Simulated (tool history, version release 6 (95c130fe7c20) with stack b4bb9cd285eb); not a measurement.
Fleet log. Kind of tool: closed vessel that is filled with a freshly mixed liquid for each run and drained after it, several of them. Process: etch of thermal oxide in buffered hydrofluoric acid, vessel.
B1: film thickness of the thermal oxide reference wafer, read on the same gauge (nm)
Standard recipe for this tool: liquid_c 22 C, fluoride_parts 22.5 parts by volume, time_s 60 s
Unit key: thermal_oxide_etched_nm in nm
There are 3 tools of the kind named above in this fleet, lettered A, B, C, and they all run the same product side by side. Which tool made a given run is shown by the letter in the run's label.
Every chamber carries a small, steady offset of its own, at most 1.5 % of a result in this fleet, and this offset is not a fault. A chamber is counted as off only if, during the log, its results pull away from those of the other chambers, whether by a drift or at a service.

Run 1B, hour 5: usual settings; B1 30.041. Result: thermal_oxide_etched_nm 29.16 nm.
Run 2A, hour 13.7: usual settings; B1 29.997. Result: thermal_oxide_etched_nm 29.396 nm.
Run 3C, hour 19: usual settings; B1 29.976. Result: thermal_oxide_etched_nm 29.599 nm.
Run 4B, hour 27.7: usual settings; B1 29.995. Result: thermal_oxide_etched_nm 29.038 nm.
Run 5A, hour 37.7: usual settings; B1 30.04. Result: thermal_oxide_etched_nm 29.049 nm.
Run 6C, hour 42.8: usual settings; B1 29.979. Result: thermal_oxide_etched_nm 29.343 nm.
Run 7B, hour 50.1: usual settings; B1 30.022. Result: thermal_oxide_etched_nm 28.853 nm.
Run 8A, hour 58.7: usual settings; B1 29.983. Result: thermal_oxide_etched_nm 29.245 nm.
Run 9C, hour 66: usual settings but fluoride_parts 15.5 parts by volume, time_s 80 s; B1 29.966. Result: thermal_oxide_etched_nm 55.754 nm.
Run 10A, hour 76: usual settings but fluoride_parts 15.5 parts by volume, time_s 80 s; B1 29.987. Result: thermal_oxide_etched_nm 54.628 nm.
Run 11C, hour 81.9: usual settings but fluoride_parts 15.5 parts by volume, time_s 80 s; B1 30.057. Result: thermal_oxide_etched_nm 55.382 nm.
Run 12B, hour 90.9: usual settings; B1 30.015. Result: thermal_oxide_etched_nm 28.719 nm.
Run 13A, hour 96.3: usual settings; B1 29.955. Result: thermal_oxide_etched_nm 28.956 nm.
Run 14C, hour 101.8: usual settings; B1 29.992. Result: thermal_oxide_etched_nm 29.637 nm.
Run 15B, hour 109.5: usual settings; B1 30.031. Result: thermal_oxide_etched_nm 29.171 nm.
Run 16A, hour 115.7: usual settings; B1 29.98. Result: thermal_oxide_etched_nm 29.151 nm.
Run 17B, hour 125: usual settings; B1 29.967. Result: thermal_oxide_etched_nm 29.151 nm.
Run 18C, hour 131.8: usual settings; B1 29.995. Result: thermal_oxide_etched_nm 29.796 nm.
Run 19A, hour 138.2: usual settings; B1 30.001. Result: thermal_oxide_etched_nm 29.426 nm.
Run 20C, hour 146.4: usual settings; B1 29.997. Result: thermal_oxide_etched_nm 29.818 nm.
Run 21B, hour 151.1: usual settings but time_s 45 s; B1 29.974. Result: thermal_oxide_etched_nm 21.625 nm.
Run 22C, hour 156: usual settings but time_s 45 s; B1 29.991. Result: thermal_oxide_etched_nm 22.106 nm.
Run 23B, hour 164.5: usual settings but time_s 45 s; B1 29.998. Result: thermal_oxide_etched_nm 21.764 nm.
Run 24A, hour 174.1: usual settings; B1 30.013. Result: thermal_oxide_etched_nm 29.029 nm.
Run 25C, hour 184.3: usual settings; B1 30.063. Result: thermal_oxide_etched_nm 29.48 nm.
Run 26B, hour 190.8: usual settings but fluoride_parts 15.5 parts by volume; B1 29.944. Result: thermal_oxide_etched_nm 40.358 nm.
Run 27A, hour 201.1: usual settings but fluoride_parts 15.5 parts by volume; B1 30.036. Result: thermal_oxide_etched_nm 40.52 nm.
Run 28B, hour 209.7: usual settings but fluoride_parts 15.5 parts by volume; B1 29.98. Result: thermal_oxide_etched_nm 40.21 nm.
Run 29C, hour 219.9: usual settings; B1 29.96. Result: thermal_oxide_etched_nm 29.674 nm.
Run 30A, hour 224.5: usual settings; B1 30.02. Result: thermal_oxide_etched_nm 29.568 nm.
Run 31A, hour 233.5: usual settings; B1 30.064. Result: thermal_oxide_etched_nm 29.228 nm.
Run 32C, hour 241.5: usual settings but liquid_c 24 C, time_s 45 s; B1 30.02. Result: thermal_oxide_etched_nm 24.798 nm.

Has any chamber moved away from the others, gradually or after a service, or does the common gauge drift, or do the chambers differ only by their own small steady offsets? State the chamber and the most likely cause if one applies.

No chamber is off and the gauge is stable; the differences are just each chamber's small, constant offset.
